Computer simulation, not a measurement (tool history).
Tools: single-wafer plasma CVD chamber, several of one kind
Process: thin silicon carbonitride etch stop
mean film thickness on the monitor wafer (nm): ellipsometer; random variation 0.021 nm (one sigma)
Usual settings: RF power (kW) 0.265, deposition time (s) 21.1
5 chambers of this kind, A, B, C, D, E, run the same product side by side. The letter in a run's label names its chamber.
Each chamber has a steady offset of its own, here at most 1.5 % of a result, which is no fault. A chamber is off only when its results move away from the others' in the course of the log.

| run | hour | RF power (kW) | deposition time (s) | read-back reference wafer on the same gauge, thickness_nm | mean film thickness on the monitor wafer (nm) |
|---|---|---|---|---|---|
| 1E | 4.4 | 0.265 | 21.1 | 11.700 | 12.980 |
| 2C | 8.6 | 0.265 | 21.1 | 11.697 | 13.069 |
| 3A | 13.6 | 0.265 | 21.1 | 11.691 | 12.919 |
| 4D | 17.2 | 0.265 | 21.1 | 11.691 | 13.092 |
| 5B | 22.5 | 0.265 | 21.1 | 11.686 | 13.054 |
| 6B | 26.2 | 0.265 | 21.1 | 11.684 | 13.041 |
| 7C | 29.0 | 0.265 | 21.1 | 11.682 | 13.081 |
| 8A | 32.8 | 0.265 | 21.1 | 11.686 | 12.876 |
| 9E | 37.8 | 0.265 | 21.1 | 11.679 | 13.003 |
| 10D | 41.2 | 0.315 | 21.1 | 11.676 | 13.765 |
| 11C | 44.3 | 0.315 | 21.1 | 11.681 | 13.739 |
|  | 45.5 | chamber A: RF generator calibrated |
| 12E | 48.9 | 0.315 | 21.1 | 11.678 | 13.650 |
| 13A | 53.3 | 0.315 | 21.1 | 11.672 | 13.593 |
| 14B | 57.1 | 0.315 | 21.1 | 11.677 | 13.734 |
| 15D | 62.1 | 0.265 | 21.1 | 11.670 | 13.065 |
| 16A | 66.3 | 0.265 | 21.1 | 11.664 | 12.897 |
| 17D | 71.1 | 0.265 | 21.1 | 11.669 | 13.040 |
| 18E | 74.6 | 0.265 | 21.1 | 11.666 | 12.973 |
| 19C | 78.6 | 0.265 | 21.1 | 11.664 | 13.029 |
| 20B | 83.7 | 0.265 | 21.1 | 11.656 | 13.022 |
| 21C | 89.1 | 0.265 | 21.1 | 11.650 | 12.976 |
| 22E | 92.5 | 0.265 | 21.1 | 11.654 | 12.925 |
| 23A | 98.0 | 0.265 | 21.1 | 11.653 | 12.858 |
| 24B | 100.7 | 0.265 | 21.1 | 11.649 | 12.971 |
| 25D | 103.6 | 0.265 | 21.1 | 11.646 | 13.043 |
| 26E | 106.6 | 0.265 | 21.1 | 11.646 | 12.916 |
| 27D | 109.8 | 0.265 | 21.1 | 11.646 | 13.040 |
| 28C | 112.8 | 0.265 | 21.1 | 11.642 | 13.011 |
| 29A | 118.3 | 0.265 | 21.1 | 11.640 | 12.825 |
| 30B | 121.1 | 0.265 | 21.1 | 11.637 | 12.996 |
| 31C | 124.3 | 0.265 | 21.1 | 11.635 | 12.964 |
| 32E | 129.7 | 0.265 | 21.1 | 11.640 | 12.906 |
| 33B | 134.5 | 0.265 | 21.1 | 11.631 | 13.005 |
| 34A | 139.0 | 0.265 | 21.1 | 11.629 | 12.855 |
| 35D | 142.1 | 0.265 | 21.1 | 11.628 | 13.051 |
| 36A | 144.7 | 0.265 | 21.1 | 11.626 | 12.826 |
| 37D | 149.7 | 0.265 | 21.1 | 11.622 | 13.041 |
| 38E | 152.6 | 0.265 | 21.1 | 11.624 | 12.912 |

Next, every chamber runs the same settings. What will each give?
| 39A | 156.8 | 0.265 | 21.1 |  | ? |
| 39B | 156.8 | 0.265 | 21.1 |  | ? |
| 39C | 156.8 | 0.265 | 21.1 |  | ? |
| 39D | 156.8 | 0.265 | 21.1 |  | ? |
| 39E | 156.8 | 0.265 | 21.1 |  | ? |

| run | mean film thickness on the monitor wafer (nm) |
|---|---|
| 39A | 12.866 |
| 39B | 12.954 |
| 39C | 12.954 |
| 39D | 13.031 |
| 39E | 12.882 |
